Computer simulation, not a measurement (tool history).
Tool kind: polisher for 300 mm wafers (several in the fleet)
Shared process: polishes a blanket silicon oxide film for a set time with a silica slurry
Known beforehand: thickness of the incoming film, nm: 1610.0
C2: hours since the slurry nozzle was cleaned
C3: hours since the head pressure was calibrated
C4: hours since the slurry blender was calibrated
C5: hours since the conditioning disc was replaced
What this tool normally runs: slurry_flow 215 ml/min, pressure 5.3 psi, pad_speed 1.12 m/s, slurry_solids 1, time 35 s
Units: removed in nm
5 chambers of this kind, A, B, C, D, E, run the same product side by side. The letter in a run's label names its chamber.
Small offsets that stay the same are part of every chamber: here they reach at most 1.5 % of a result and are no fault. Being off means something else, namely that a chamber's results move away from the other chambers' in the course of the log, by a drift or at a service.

At day 0.071: chamber C: slurry nozzle cleaned.
At day 0.196: chamber D: worn pad replaced by a new one.
Run 1E, day 0.238: usual settings; wafers polished on this pad 836; C2 757.6; C3 959.9; C4 104.3; C5 115. Result: removed 155.53 nm.
Run 2B, day 0.421: usual settings; wafers polished on this pad 718; C2 520.5; C3 605.1; C4 97; C5 34.9. Result: removed 159.7 nm.
At day 0.55: chamber D: head pressure recalibrated.
At day 0.692: chamber E: slurry nozzle cleaned.
At day 0.721: chamber A: worn pad replaced by a new one.
Run 3D, day 0.808: usual settings; wafers polished on this pad 119; C2 215.3; C3 6.2; C4 20.8; C5 289.3. Result: removed 156.2 nm.
Run 4C, day 1.121: usual settings; wafers polished on this pad 531; C2 25.3; C3 1079.1; C4 166; C5 336.5. Result: removed 159.14 nm.
Run 5A, day 1.342: usual settings; wafers polished on this pad 120; C2 144.7; C3 750.4; C4 114.8; C5 74.3. Result: removed 154.15 nm.
Run 6D, day 1.667: usual settings; wafers polished on this pad 284; C2 235.9; C3 26.8; C4 41.4; C5 309.9. Result: removed 158.01 nm.
At day 1.683: chamber D: conditioning disc replaced and pad reconditioned.
At day 1.692: chamber B: worn pad replaced by a new one.
At day 1.762: chamber E: worn pad replaced by a new one.
Run 7B, day 1.912: usual settings; wafers polished on this pad 42; C2 556.3; C3 640.9; C4 132.8; C5 70.7. Result: removed 156.14 nm.
At day 1.971: chamber C: slurry blender recalibrated.
At day 1.975: chamber C: head pressure recalibrated.
At day 2.112: chamber A: slurry blender recalibrated.
Run 8A, day 2.167: usual settings; wafers polished on this pad 279; C2 164.5; C3 770.2; C4 1.4; C5 94.1. Result: removed 161.59 nm.
Run 9E, day 2.375: usual settings; wafers polished on this pad 118; C2 40.5; C3 1011.2; C4 155.6; C5 166.3. Result: removed 153.91 nm.
Run 10C, day 2.646: usual settings; wafers polished on this pad 825; C2 61.9; C3 16.1; C4 16.3; C5 373.1. Result: removed 156.91 nm.
Run 11D, day 3.029: usual settings; wafers polished on this pad 547; C2 268.6; C3 59.5; C4 74.1; C5 32.4. Result: removed 159.31 nm.
Run 12A, day 3.317: usual settings; wafers polished on this pad 501; C2 192.1; C3 797.8; C4 29; C5 121.7. Result: removed 163.12 nm.
At day 3.375: chamber A: worn pad replaced by a new one.
Run 13E, day 3.638: usual settings; wafers polished on this pad 362; C2 70.8; C3 1041.5; C4 185.9; C5 196.6. Result: removed 156.22 nm.
Run 14C, day 3.883: usual settings; wafers polished on this pad 1064; C2 91.6; C3 45.8; C4 46; C5 402.8. Result: removed 157.73 nm.
At day 3.9: chamber A: slurry nozzle cleaned.
At day 3.908: chamber C: worn pad replaced by a new one.
Run 15B, day 4.112: usual settings; wafers polished on this pad 467; C2 609.1; C3 693.7; C4 185.6; C5 123.5. Result: removed 154.85 nm.
Run 16B, day 4.3: usual settings; wafers polished on this pad 503; C2 613.6; C3 698.2; C4 190.1; C5 128. Result: removed 152.23 nm.
Run 17D, day 4.521: usual settings; wafers polished on this pad 835; C2 304.4; C3 95.3; C4 109.9; C5 68.2. Result: removed 159.07 nm.
Run 18C, day 4.883: usual settings; wafers polished on this pad 188; C2 115.6; C3 69.8; C4 70; C5 426.8. Result: removed 155.39 nm.
Run 19E, day 5.212: usual settings; wafers polished on this pad 666; C2 108.6; C3 1079.3; C4 223.7; C5 234.4. Result: removed 155.57 nm.
At day 5.267: chamber E: slurry blender recalibrated.
Run 20A, day 5.571: usual settings; wafers polished on this pad 424; C2 40.1; C3 851.9; C4 83.1; C5 175.8. Result: removed 162.41 nm.
At day 5.817: chamber A: worn pad replaced by a new one.
Run 21E, day 5.871: usual settings; wafers polished on this pad 794; C2 124.4; C3 1095.1; C4 14.6; C5 250.2. Result: removed 157.2 nm.
At day 6.033: chamber D: worn pad replaced by a new one.
Run 22B, day 6.142: usual settings; wafers polished on this pad 859; C2 657.8; C3 742.4; C4 234.3; C5 172.2. Result: removed 150.22 nm.
At day 6.367: chamber B: conditioning disc replaced and pad reconditioned.
Run 23A, day 6.433: usual settings; wafers polished on this pad 119; C2 60.8; C3 872.6; C4 103.8; C5 196.5. Result: removed 154.29 nm.
At day 6.658: chamber D: slurry blender recalibrated.
At day 6.692: chamber B: worn pad replaced by a new one.
Run 24D, day 6.758: usual settings; wafers polished on this pad 140; C2 358.1; C3 149; C4 2.5; C5 121.9. Result: removed 160.52 nm.
Run 25C, day 7.133: usual settings; wafers polished on this pad 623; C2 169.6; C3 123.8; C4 124; C5 480.8. Result: removed 155.82 nm.
At day 7.296: chamber A: slurry blender recalibrated.
At day 7.358: chamber D: slurry nozzle cleaned.
Run 26B, day 7.388: usual settings but slurry_flow 275 ml/min; wafers polished on this pad 134; C2 687.7; C3 772.3; C4 264.2; C5 24.5. Result: removed 146.69 nm.
At day 7.617: chamber B: slurry nozzle cleaned.
Run 27E, day 7.725: usual settings but slurry_flow 275 ml/min; wafers polished on this pad 1152; C2 168.9; C3 1139.6; C4 59.1; C5 294.7. Result: removed 162.55 nm.
At day 7.758: chamber E: worn pad replaced by a new one.
Run 28A, day 8.004: usual settings but slurry_flow 275 ml/min; wafers polished on this pad 422; C2 98.5; C3 910.3; C4 17; C5 234.2. Result: removed 163.71 nm.
Run 29C, day 8.217: usual settings but slurry_flow 275 ml/min; wafers polished on this pad 832; C2 195.6; C3 149.8; C4 150; C5 506.8. Result: removed 159.28 nm.
At day 8.479: chamber A: worn pad replaced by a new one.
Run 30D, day 8.575: usual settings but slurry_flow 275 ml/min; wafers polished on this pad 490; C2 29.3; C3 192.6; C4 46.1; C5 165.5. Result: removed 160.84 nm.
Run 31B, day 8.792: usual settings but slurry_solids 0.8; wafers polished on this pad 405; C2 28.2; C3 806; C4 297.9; C5 58.2. Result: removed 126.98 nm.
Run 32A, day 8.975: usual settings but slurry_solids 0.8; wafers polished on this pad 95; C2 121.8; C3 933.6; C4 40.3; C5 257.5. Result: removed 144.19 nm.
Run 33D, day 9.246: usual settings but slurry_solids 0.8; wafers polished on this pad 620; C2 45.4; C3 208.7; C4 62.2; C5 181.6. Result: removed 140.8 nm.
Run 34E, day 9.45: usual settings but slurry_solids 0.8; wafers polished on this pad 327; C2 210.3; C3 1181; C4 100.5; C5 336.1. Result: removed 142.04 nm.
Run 35C, day 9.833: usual settings but slurry_solids 0.8; wafers polished on this pad 1144; C2 234.4; C3 188.6; C4 188.8; C5 545.6. Result: removed 142.69 nm.
At day 9.904: chamber C: worn pad replaced by a new one.
Run 36E, day 10.083: usual settings; wafers polished on this pad 449; C2 225.5; C3 1196.2; C4 115.7; C5 351.3. Result: removed 155.78 nm.
Run 37B, day 10.35: usual settings; wafers polished on this pad 706; C2 65.6; C3 843.4; C4 335.3; C5 95.6. Result: removed 137.31 nm.
Run 38D, day 10.646: usual settings; wafers polished on this pad 890; C2 79; C3 242.3; C4 95.8; C5 215.2. Result: removed 157.12 nm.
At day 10.804: chamber A: worn pad replaced by a new one.
Run 39A, day 10.908: usual settings but slurry_flow 150 ml/min, time 43 s; wafers polished on this pad 20; C2 168.2; C3 980; C4 86.7; C5 303.9. Result: removed 184.52 nm.
At day 10.962: chamber C: slurry blender recalibrated.
Run 40C, day 11.2: usual settings but slurry_flow 150 ml/min, time 43 s; wafers polished on this pad 250; C2 267.2; C3 221.4; C4 5.8; C5 578.4. Result: removed 188.44 nm.
At day 11.383: chamber B: worn pad replaced by a new one.
Run 41B, day 11.525: usual settings but slurry_flow 150 ml/min, time 43 s; wafers polished on this pad 27; C2 93.8; C3 871.6; C4 363.5; C5 123.8. Result: removed 155.67 nm.
Run 42E, day 11.738: usual settings but slurry_flow 150 ml/min, time 43 s; wafers polished on this pad 768; C2 265.2; C3 1235.9; C4 155.4; C5 391. Result: removed 184.65 nm.
Run 43C, day 12.079: usual settings but slurry_flow 150 ml/min, time 43 s; wafers polished on this pad 420; C2 288.3; C3 242.5; C4 26.9; C5 599.5. Result: removed 187.34 nm.
Run 44D, day 12.325: usual settings; wafers polished on this pad 1214; C2 119.3; C3 282.6; C4 136.1; C5 255.5. Result: removed 160.95 nm.

The same settings go to every chamber for the next run, one line per chamber below. Forecast the results for each:
Run 45A, day 12.612: usual settings. Result: removed ?.
Run 45B, day 12.612: usual settings. Result: removed ?.
Run 45C, day 12.612: usual settings. Result: removed ?.
Run 45D, day 12.612: usual settings. Result: removed ?.
Run 45E, day 12.612: usual settings. Result: removed ?.

run  removed
45A   158.69
45B   132.86
45C   155.05
45D    158.2
45E   156.05

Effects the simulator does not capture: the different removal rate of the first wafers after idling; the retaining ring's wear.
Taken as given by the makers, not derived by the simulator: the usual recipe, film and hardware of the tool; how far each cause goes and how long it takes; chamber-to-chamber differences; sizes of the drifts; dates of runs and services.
